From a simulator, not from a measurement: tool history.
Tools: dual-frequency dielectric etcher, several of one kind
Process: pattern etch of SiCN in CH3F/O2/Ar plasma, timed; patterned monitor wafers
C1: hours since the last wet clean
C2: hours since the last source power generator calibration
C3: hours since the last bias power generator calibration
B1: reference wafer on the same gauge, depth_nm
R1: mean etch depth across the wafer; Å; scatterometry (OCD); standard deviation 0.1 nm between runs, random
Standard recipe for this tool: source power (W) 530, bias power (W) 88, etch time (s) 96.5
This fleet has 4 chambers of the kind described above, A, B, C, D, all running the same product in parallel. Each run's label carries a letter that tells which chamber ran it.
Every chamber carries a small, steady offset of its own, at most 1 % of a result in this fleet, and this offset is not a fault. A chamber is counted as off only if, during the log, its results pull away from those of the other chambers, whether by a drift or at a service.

run 1C day=0.242 | source_power_(W)=530 bias_power_(W)=88 etch_time_(s)=96.5 | C1=460 C2=1901.8 C3=769.7 | B1=51.594 | R1=436.61
run 2D day=0.492 | source_power_(W)=530 bias_power_(W)=88 etch_time_(s)=96.5 | C1=97.4 C2=3109.5 C3=2284.5 | B1=51.584 | R1=428.95
run 3A day=0.75 | source_power_(W)=530 bias_power_(W)=88 etch_time_(s)=96.5 | C1=104.4 C2=973.2 C3=1712.2 | B1=51.607 | R1=433
run 4B day=0.871 | source_power_(W)=530 bias_power_(W)=88 etch_time_(s)=96.5 | C1=277.8 C2=1188.6 C3=1163.2 | B1=51.596 | R1=434.77
run 5A day=1.021 | source_power_(W)=530 bias_power_(W)=88 etch_time_(s)=96.5 | C1=110.9 C2=979.7 C3=1718.7 | B1=51.586 | R1=433.42
run 6B day=1.221 | source_power_(W)=530 bias_power_(W)=88 etch_time_(s)=96.5 | C1=286.2 C2=1197 C3=1171.6 | B1=51.629 | R1=434.79
run 7D day=1.479 | source_power_(W)=420 bias_power_(W)=88 etch_time_(s)=96.5 | C1=121.1 C2=3133.2 C3=2308.2 | B1=51.598 | R1=394.9
run 8C day=1.65 | source_power_(W)=420 bias_power_(W)=88 etch_time_(s)=96.5 | C1=493.8 C2=1935.6 C3=803.5 | B1=51.627 | R1=401.45
run 9B day=1.862 | source_power_(W)=420 bias_power_(W)=88 etch_time_(s)=96.5 | C1=301.6 C2=1212.4 C3=1187 | B1=51.59 | R1=398.06
run 10D day=2.042 | source_power_(W)=420 bias_power_(W)=88 etch_time_(s)=96.5 | C1=134.6 C2=3146.7 C3=2321.7 | B1=51.613 | R1=394.89
run 11C day=2.25 | source_power_(W)=530 bias_power_(W)=88 etch_time_(s)=96.5 | C1=508.2 C2=1950 C3=817.9 | B1=51.591 | R1=436.25
run 12A day=2.458 | source_power_(W)=530 bias_power_(W)=88 etch_time_(s)=96.5 | C1=145.4 C2=1014.2 C3=1753.2 | B1=51.571 | R1=433.35
run 13A day=2.679 | source_power_(W)=530 bias_power_(W)=88 etch_time_(s)=96.5 | C1=150.7 C2=1019.5 C3=1758.5 | B1=51.59 | R1=434.25
run 14C day=2.929 | source_power_(W)=530 bias_power_(W)=88 etch_time_(s)=96.5 | C1=524.5 C2=1966.3 C3=834.2 | B1=51.591 | R1=438.6
run 15B day=3.108 | source_power_(W)=530 bias_power_(W)=88 etch_time_(s)=96.5 | C1=331.5 C2=1242.3 C3=1216.9 | B1=51.624 | R1=435.3
run 16D day=3.346 | source_power_(W)=530 bias_power_(W)=88 etch_time_(s)=96.5 | C1=165.9 C2=3178 C3=2353 | B1=51.607 | R1=430.03
run 17C day=3.579 | source_power_(W)=530 bias_power_(W)=88 etch_time_(s)=96.5 | C1=540.1 C2=1981.9 C3=849.8 | B1=51.602 | R1=434.92
run 18A day=3.812 | source_power_(W)=530 bias_power_(W)=88 etch_time_(s)=96.5 | C1=177.9 C2=1046.7 C3=1785.7 | B1=51.615 | R1=432.57
run 19D day=3.933 | source_power_(W)=530 bias_power_(W)=107 etch_time_(s)=96.5 | C1=180 C2=3192.1 C3=2367.1 | B1=51.608 | R1=461.62
run 20B day=4.133 | source_power_(W)=530 bias_power_(W)=107 etch_time_(s)=96.5 | C1=356.1 C2=1266.9 C3=1241.5 | B1=51.608 | R1=466
run 21C day=4.262 | source_power_(W)=530 bias_power_(W)=107 etch_time_(s)=96.5 | C1=556.5 C2=1998.3 C3=866.2 | B1=51.598 | R1=470.62
run 22D day=4.488 | source_power_(W)=530 bias_power_(W)=107 etch_time_(s)=96.5 | C1=193.3 C2=3205.4 C3=2380.4 | B1=51.62 | R1=463.58
run 23B day=4.671 | source_power_(W)=530 bias_power_(W)=88 etch_time_(s)=96.5 | C1=369 C2=1279.8 C3=1254.4 | B1=51.589 | R1=433.49
run 24A day=4.892 | source_power_(W)=530 bias_power_(W)=88 etch_time_(s)=96.5 | C1=203.8 C2=1072.6 C3=1811.6 | B1=51.613 | R1=431.26
run 25A day=5.112 | source_power_(W)=530 bias_power_(W)=88 etch_time_(s)=96.5 | C1=209.1 C2=1077.9 C3=1816.9 | B1=51.639 | R1=433.42
run 26D day=5.238 | source_power_(W)=530 bias_power_(W)=88 etch_time_(s)=96.5 | C1=211.3 C2=3223.4 C3=2398.4 | B1=51.618 | R1=431.3

The same settings go to every chamber for the next run, one line per chamber below. Forecast the results for each:
run 27A day=5.429 | source_power_(W)=530 bias_power_(W)=104 etch_time_(s)=96.5 | R1=?
run 27B day=5.429 | source_power_(W)=530 bias_power_(W)=104 etch_time_(s)=96.5 | R1=?
run 27C day=5.429 | source_power_(W)=530 bias_power_(W)=104 etch_time_(s)=96.5 | R1=?
run 27D day=5.429 | source_power_(W)=530 bias_power_(W)=104 etch_time_(s)=96.5 | R1=?

run=27A R1=462.39
run=27B R1=461.28
run=27C R1=464.77
run=27D R1=456.65
